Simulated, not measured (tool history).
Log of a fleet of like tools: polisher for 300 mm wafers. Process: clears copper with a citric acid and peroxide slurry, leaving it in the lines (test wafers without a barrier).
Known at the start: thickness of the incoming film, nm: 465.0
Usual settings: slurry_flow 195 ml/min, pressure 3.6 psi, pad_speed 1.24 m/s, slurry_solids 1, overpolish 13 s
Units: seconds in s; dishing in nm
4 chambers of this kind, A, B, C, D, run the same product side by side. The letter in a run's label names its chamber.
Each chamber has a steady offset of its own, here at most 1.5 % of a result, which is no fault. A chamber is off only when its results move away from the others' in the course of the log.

run,hour,slurry_flow,pressure,pad_speed,slurry_solids,overpolish,seconds,dishing
# hour 1.1: chamber A: worn pad replaced by a new one
# hour 3: chamber B: slurry blender recalibrated
1C,5.6,195,3.6,1.24,1,13,138.19,27.791
2A,9.3,195,3.6,1.24,1,13,138.75,27.684
3D,13.7,195,3.6,1.24,1,13,134.67,27.282
4B,20.8,195,3.6,1.24,1,13,135.94,27.583
5A,27.7,195,3.6,1.24,1,13,134.36,27.843
6D,32.1,195,3.6,1.24,0.8,13,144.16,26.523
7B,39.4,195,3.6,1.24,0.8,13,141.22,26.498
8C,44.8,195,3.6,1.24,0.8,13,143.93,26.686
# hour 48.4: chamber C: worn pad replaced by a new one
9D,49.2,195,3.6,1.24,0.8,13,140.66,27.014
# hour 52.1: chamber C: slurry blender recalibrated
10B,55.3,195,3.6,1.24,1,13,136.28,27.335
11A,60.1,195,3.6,1.24,1,13,136.98,27.789
# hour 63.4: chamber B: worn pad replaced by a new one
12C,66.3,195,3.6,1.24,1,13,139.8,27.554
13A,70.6,195,3.6,1.24,1,13,132.4,28.048
14B,77.9,195,3.6,1.24,1,13,134.62,27.66
15D,82.7,195,3.6,1.24,1,13,137.66,27.421
# hour 87.5: chamber A: slurry nozzle cleaned
16C,88.3,195,3.6,1.24,1,13,134.42,27.991
# hour 90: chamber D: slurry blender recalibrated
17B,92.7,195,3.6,1.24,1,13,134.4,27.23
18C,97.4,195,3.6,1.24,1,13,135.16,27.881
# hour 102.3: chamber D: worn pad replaced by a new one
19D,105.2,195,3.6,1.24,1,13,136.66,27.815
20A,112.3,195,3.6,1.24,1,13,139.98,27.373
21D,116,195,3.6,1.24,1,13,138.17,27.997
22B,120.2,195,2.9,1.24,1,13,165.32,23.473
# hour 122: chamber B: slurry blender recalibrated
23C,127.2,195,2.9,1.24,1,13,166.68,23.735
24A,133.2,195,2.9,1.24,1,13,163.2,23.132
25A,137.1,195,2.9,1.24,1,13,164.78,23.191
26B,144.9,195,3.6,1.24,1,13,130.1,27.741
27D,150.6,195,3.6,1.24,1,13,135.26,27.148

All 4 chambers run these settings next. Forecast each chamber's results:
28A,156.3,195,3.6,1.24,1,13,?,?
28B,156.3,195,3.6,1.24,1,13,?,?
28C,156.3,195,3.6,1.24,1,13,?,?
28D,156.3,195,3.6,1.24,1,13,?,?

run,seconds,dishing
28A,138.99,28.257
28B,133.95,27.13
28C,138.37,27.918
28D,137.49,27.136

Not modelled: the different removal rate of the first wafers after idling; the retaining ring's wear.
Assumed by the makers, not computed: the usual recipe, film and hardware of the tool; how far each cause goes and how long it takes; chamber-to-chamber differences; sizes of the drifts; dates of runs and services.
